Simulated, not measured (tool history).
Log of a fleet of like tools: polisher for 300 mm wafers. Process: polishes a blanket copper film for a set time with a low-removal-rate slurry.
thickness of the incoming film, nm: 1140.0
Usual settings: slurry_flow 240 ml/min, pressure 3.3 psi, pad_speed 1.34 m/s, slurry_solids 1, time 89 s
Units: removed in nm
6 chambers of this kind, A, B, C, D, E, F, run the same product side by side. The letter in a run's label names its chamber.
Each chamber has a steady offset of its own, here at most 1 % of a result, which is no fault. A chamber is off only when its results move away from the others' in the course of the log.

run	hour	slurry_flow	pressure	pad_speed	slurry_solids	time	removed
1A	3.5	240	3.3	1.34	1	89	460.05
2D	6.8	240	3.3	1.34	1	89	463.17
3B	10.4	240	3.3	1.34	1	89	456.54
4F	12.9	240	3.3	1.34	1	89	450.17
5E	18.3	240	3.3	1.34	1	89	456.96
6C	20.9	240	3.3	1.34	1	89	458.33
7E	23.5	240	3.3	1.34	1.1	76	402.31
8B	28.7	240	3.3	1.34	1.1	76	397.45
9D	31.7	240	3.3	1.34	1.1	76	400.75
10C	34.4	240	3.3	1.34	1.1	76	399.65
11F	39.4	240	3.3	1.34	1.1	76	396.04
12A	44.2	240	3.3	1.34	1.1	76	402.08
# hour 45.8: chamber C: head pressure recalibrated
# hour 47.5: chamber F: worn pad replaced by a new one
13E	48.8	240	3.3	1.34	1	89	447.32
# hour 52: chamber A: worn pad replaced by a new one
14C	53.4	240	3.3	1.34	1	89	458.46
# hour 53.9: chamber E: worn pad replaced by a new one
15A	58.6	240	3.3	1.34	1	89	465.52
16B	64.1	305	3.3	1.56	1	89	551.36
17D	68.8	305	3.3	1.56	1	89	548.95
# hour 71.4: chamber D: worn pad replaced by a new one
18F	73.1	305	3.3	1.56	1	89	543.37
# hour 74.7: chamber F: slurry blender recalibrated
19C	76.7	305	3.3	1.56	1	89	539.83
20E	79.1	305	3.3	1.56	1	89	546.88
# hour 80.3: chamber B: worn pad replaced by a new one
21A	83.1	305	3.3	1.56	1	89	552.71
22B	88.1	240	3.3	1.34	1	89	467.92
23F	93.4	240	3.3	1.34	1	89	459
24D	97.6	240	3.3	1.34	1	89	469.46
# hour 99.3: chamber E: slurry blender recalibrated
25C	102.4	240	3.3	1.34	1	89	440.67
26E	105.9	240	3.3	1.34	1	89	445.28
27B	108.8	240	3.3	1.34	1	89	454.05
# hour 110: chamber A: slurry blender recalibrated
28F	112.6	240	3.3	1.34	1	89	446.35
29D	115.2	240	3.3	1.34	1	89	485.57
30A	119	240	3.3	1.34	1	89	466.21
# hour 122.9: chamber C: worn pad replaced by a new one
31B	124.4	240	3.3	1.34	1	89	452.2
32D	128.4	240	3.3	1.34	1	66	368.22
33F	133.8	240	3.3	1.34	1	66	335.57
# hour 136.2: chamber C: slurry blender recalibrated
# hour 137.9: chamber B: slurry blender recalibrated
34E	139.2	240	3.3	1.34	1	66	340.15
35A	144.2	240	3.3	1.34	1	66	337.14
# hour 144.5: chamber F: worn pad replaced by a new one
36C	147	240	3.3	1.34	1	66	337.73
37B	151.9	240	3.3	1.34	1	66	340.41
38E	154.5	240	3.3	1.34	1	89	458.14
39C	159.8	240	3.3	1.34	1	89	444.17
40D	163.9	240	3.3	1.34	1	89	494.69
# hour 167.3: chamber A: slurry nozzle cleaned
41A	168.9	240	3.3	1.34	1	89	472.36
42F	172.9	240	3.3	1.34	1	89	448.28
43F	176.7	240	3.3	1.2	1	89	405.69

All 6 chambers run these settings next. Forecast each chamber's results:
44A	180.6	240	3.3	1.34	1	89	?
44B	180.6	240	3.3	1.34	1	89	?
44C	180.6	240	3.3	1.34	1	89	?
44D	180.6	240	3.3	1.34	1	89	?
44E	180.6	240	3.3	1.34	1	89	?
44F	180.6	240	3.3	1.34	1	89	?

run	removed
44A	457.65
44B	459.16
44C	449.75
44D	497.83
44E	453.9
44F	441.4
